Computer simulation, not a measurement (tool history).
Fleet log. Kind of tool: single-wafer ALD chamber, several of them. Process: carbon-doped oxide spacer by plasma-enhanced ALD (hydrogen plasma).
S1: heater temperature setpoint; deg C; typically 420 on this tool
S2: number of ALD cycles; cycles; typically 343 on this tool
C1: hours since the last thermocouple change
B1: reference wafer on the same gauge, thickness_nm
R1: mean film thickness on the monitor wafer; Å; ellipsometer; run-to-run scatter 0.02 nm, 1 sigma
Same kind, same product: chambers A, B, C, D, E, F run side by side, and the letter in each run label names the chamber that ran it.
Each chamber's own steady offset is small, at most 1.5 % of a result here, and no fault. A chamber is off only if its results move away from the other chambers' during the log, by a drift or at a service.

run	hour	S1	S2	C1	B1	R1
1D	7.1	420	343	2629.9	15.402	162.53
2C	12.4	420	343	1341.3	15.406	159.02
3E	21.4	420	343	507.5	15.405	160.24
# hour 29.1: chamber D: thermocouple changed; heater temperature recalibrated
4B	30.1	420	343	192.6	15.407	160.25
5F	37.8	420	343	941.1	15.418	161.49
6A	46.6	420	343	1459.5	15.415	161.27
7B	53.5	420	343	216	15.412	160.93
8D	61.2	420	343	32.2	15.415	162.59
9F	69.1	420	343	972.4	15.417	161.48
10E	75.5	420	343	561.6	15.417	160.54
11A	82.9	420	343	1495.8	15.419	161.35
12C	93.1	420	343	1422	15.43	159.34
13F	103.3	412	308	1006.6	15.426	148.62
14E	113.4	412	308	599.5	15.43	147.82
15A	122.3	412	308	1535.2	15.432	148.66
16D	130	412	308	101	15.434	149.83
17B	138.3	412	308	300.8	15.431	148.33
18C	145.9	412	308	1474.8	15.432	146.75
19C	153.6	420	343	1482.5	15.436	159.65
20F	161.2	420	343	1064.5	15.442	161.65
# hour 166.3: chamber C: thermocouple changed; heater temperature recalibrated
21E	171.5	420	343	657.6	15.443	160.74
22A	176.1	406	343	1589	15.446	168.91
23D	181.1	406	343	152.1	15.453	170.05
24B	191.4	406	343	353.9	15.446	168.65
25F	196.1	406	343	1099.4	15.45	169.06
26E	201.7	406	343	687.8	15.443	167.91
27C	210.9	406	343	44.6	15.45	167.42
28D	219.8	420	343	190.8	15.456	162.55
29B	225.6	420	343	388.1	15.456	161.59
30A	232.9	433	343	1645.8	15.458	155.15
31D	240.9	433	343	211.9	15.464	156.38
32C	245.5	433	343	79.2	15.46	153.62
33B	253.4	433	343	415.9	15.459	154.64
34A	260.9	433	343	1673.8	15.465	155.22
35F	268.4	433	343	1171.7	15.464	155.32
36E	274.3	420	343	760.4	15.467	161.15
37C	282.6	420	343	116.3	15.475	160.02
38E	289.8	420	343	775.9	15.471	160.86
39F	296.3	420	343	1199.6	15.471	162.13
40D	304.6	420	343	275.6	15.478	162.79

Which is it: a chamber that has drifted or been left off by a service, a gauge drift common to all chambers, or only each chamber's usual small offset? If a chamber is off, name it and its likeliest cause.

Every chamber seems to shift together because the gauge that measures them all drifts; the chambers themselves are fine.
Likeliest cause: gauge reads high (%) = 0.507.
